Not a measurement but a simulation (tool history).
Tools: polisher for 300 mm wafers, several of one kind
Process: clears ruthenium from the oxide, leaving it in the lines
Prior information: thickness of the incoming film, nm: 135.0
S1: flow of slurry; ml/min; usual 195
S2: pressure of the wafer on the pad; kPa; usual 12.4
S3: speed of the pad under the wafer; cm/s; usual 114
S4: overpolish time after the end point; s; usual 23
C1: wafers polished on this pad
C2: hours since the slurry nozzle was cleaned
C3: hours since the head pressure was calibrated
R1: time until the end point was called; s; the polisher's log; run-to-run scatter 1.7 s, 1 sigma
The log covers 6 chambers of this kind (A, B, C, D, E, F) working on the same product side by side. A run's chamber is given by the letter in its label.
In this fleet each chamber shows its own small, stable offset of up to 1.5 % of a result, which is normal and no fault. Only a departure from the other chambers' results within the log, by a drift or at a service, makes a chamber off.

run	hour	S1	S2	S3	S4	C1	C2	C3	R1
1C	9.5	195	12.4	114	23	1314	538.1	823.8	121.63
2E	14.9	195	12.4	114	23	239	113.4	587.7	114.49
3F	19.9	195	12.4	114	23	288	349.2	629.5	116.26
# hour 22.2: chamber C: worn pad replaced by a new one
4B	29.1	195	12.4	114	23	288	40.9	666.4	118.74
5D	38.7	195	12.4	92	23	779	822.7	65.7	142.68
# hour 39.2: chamber D: worn pad replaced by a new one
6A	47.7	195	12.4	92	23	819	250.6	91.7	140.57
7E	55.0	195	12.4	92	23	592	153.5	627.8	145.90
8C	61.6	195	12.4	92	23	347	590.2	875.9	146.55
9A	66.6	195	12.4	92	23	985	269.5	110.6	138.96
10D	76.1	195	12.4	92	23	324	860.1	103.1	146.70
11B	80.5	195	12.4	114	23	740	92.3	717.8	116.66
# hour 83.3: chamber D: slurry nozzle cleaned
# hour 83.9: chamber E: head pressure recalibrated
12F	86.2	195	12.4	114	23	872	415.5	695.8	114.62
13B	91.5	195	10.3	96	23	837	103.3	728.8	163.77
# hour 97.5: chamber B: worn pad replaced by a new one
14E	98.0	195	10.3	96	23	970	196.5	14.2	163.56
15A	103.6	195	10.3	96	23	1311	306.5	147.6	168.39
# hour 108.3: chamber F: worn pad replaced by a new one
16C	112.0	195	10.3	96	23	790	640.6	926.3	167.19
17D	117.4	195	10.3	96	23	688	34.2	144.4	165.96
18F	125.1	195	10.3	96	23	148	454.4	734.7	160.48
# hour 129.3: chamber D: worn pad replaced by a new one
# hour 130.1: chamber E: worn pad replaced by a new one
19E	133.7	195	12.4	114	23	32	232.2	49.9	112.73
20F	138.9	195	12.4	114	23	269	468.2	748.5	114.73
# hour 143.0: chamber F: head pressure recalibrated
21B	143.8	195	12.4	114	23	408	155.6	781.1	117.05
22D	152.5	195	12.4	114	23	204	69.3	179.5	118.27
23A	158.6	195	12.4	98	23	1795	361.5	202.6	139.44
24C	166.4	195	12.4	98	23	1269	695.0	980.7	135.51
25E	171.3	195	12.4	98	23	363	269.8	87.5	132.66
26C	178.6	195	12.4	98	23	1376	707.2	992.9	137.48
27F	184.2	195	12.4	98	23	668	513.5	41.2	135.28
# hour 187.5: chamber B: worn pad replaced by a new one
28D	190.8	195	12.4	98	23	541	107.6	217.8	133.03
29A	199.7	195	12.4	114	23	2156	402.6	243.7	119.15
30B	204.1	195	12.4	114	23	146	215.9	841.4	116.94
# hour 207.6: chamber C: worn pad replaced by a new one
# hour 210.4: chamber A: slurry nozzle cleaned
31D	214.1	195	12.4	114	23	746	130.9	241.1	117.01
# hour 214.9: chamber D: worn pad replaced by a new one
32A	222.9	195	12.4	114	23	2360	12.6	266.9	122.23
33E	230.5	195	12.4	114	23	883	329.0	146.7	115.74
# hour 235.2: chamber F: worn pad replaced by a new one
34C	239.6	195	12.4	114	23	282	768.2	1053.9	116.11
35F	246.6	195	11.0	78	23	100	575.9	103.6	188.12
36B	255.3	195	11.0	78	23	596	267.1	892.6	194.86
# hour 256.6: chamber C: slurry nozzle cleaned
# hour 256.8: chamber E: slurry nozzle cleaned
37D	263.1	195	11.0	78	23	424	179.9	290.1	192.80
38E	272.2	195	11.0	78	23	1250	15.4	188.4	183.81
39F	279.8	195	11.0	78	23	392	609.1	136.8	189.66
40A	287.5	195	11.0	78	23	2928	77.2	331.5	211.75
41C	297.2	195	12.4	114	23	788	40.7	1111.5	118.87

Is one chamber out of step, is the gauge drifting, or do the chambers differ by no more than their own small offsets? For an off chamber, give its letter and the likeliest cause.

Chamber A drifts away from the others.
What lies behind it: removal rate lost through wear of the pad, % = 10.2.
The log may not tell that from: head's pressure below its setpoint, %.

Below are 4 candidate recipes for chamber A's next run, each the usual settings with a change, their results shown as question marks. Which of them brings A's results back in line with what the other chambers give on the usual settings?
To be in line, a result may differ from the other chambers' mean on the usual settings by at most: R1 5.80 s
42A-1	304.5	200	13.8	124	23				?
42A-2	304.5	195	13.1	120	23				?
42A-3	304.5	195	11.7	108	23				?
42A-4	304.5	190	12.4	94	23				?

Mean of the other chambers on the usual settings: R1 115.86 s
run	R1
42A-1	105.46
42A-2	115.08
42A-3	142.83
42A-4	155.69
The answer is 42A-2, which returns the chamber to within the allowed miss of the others.

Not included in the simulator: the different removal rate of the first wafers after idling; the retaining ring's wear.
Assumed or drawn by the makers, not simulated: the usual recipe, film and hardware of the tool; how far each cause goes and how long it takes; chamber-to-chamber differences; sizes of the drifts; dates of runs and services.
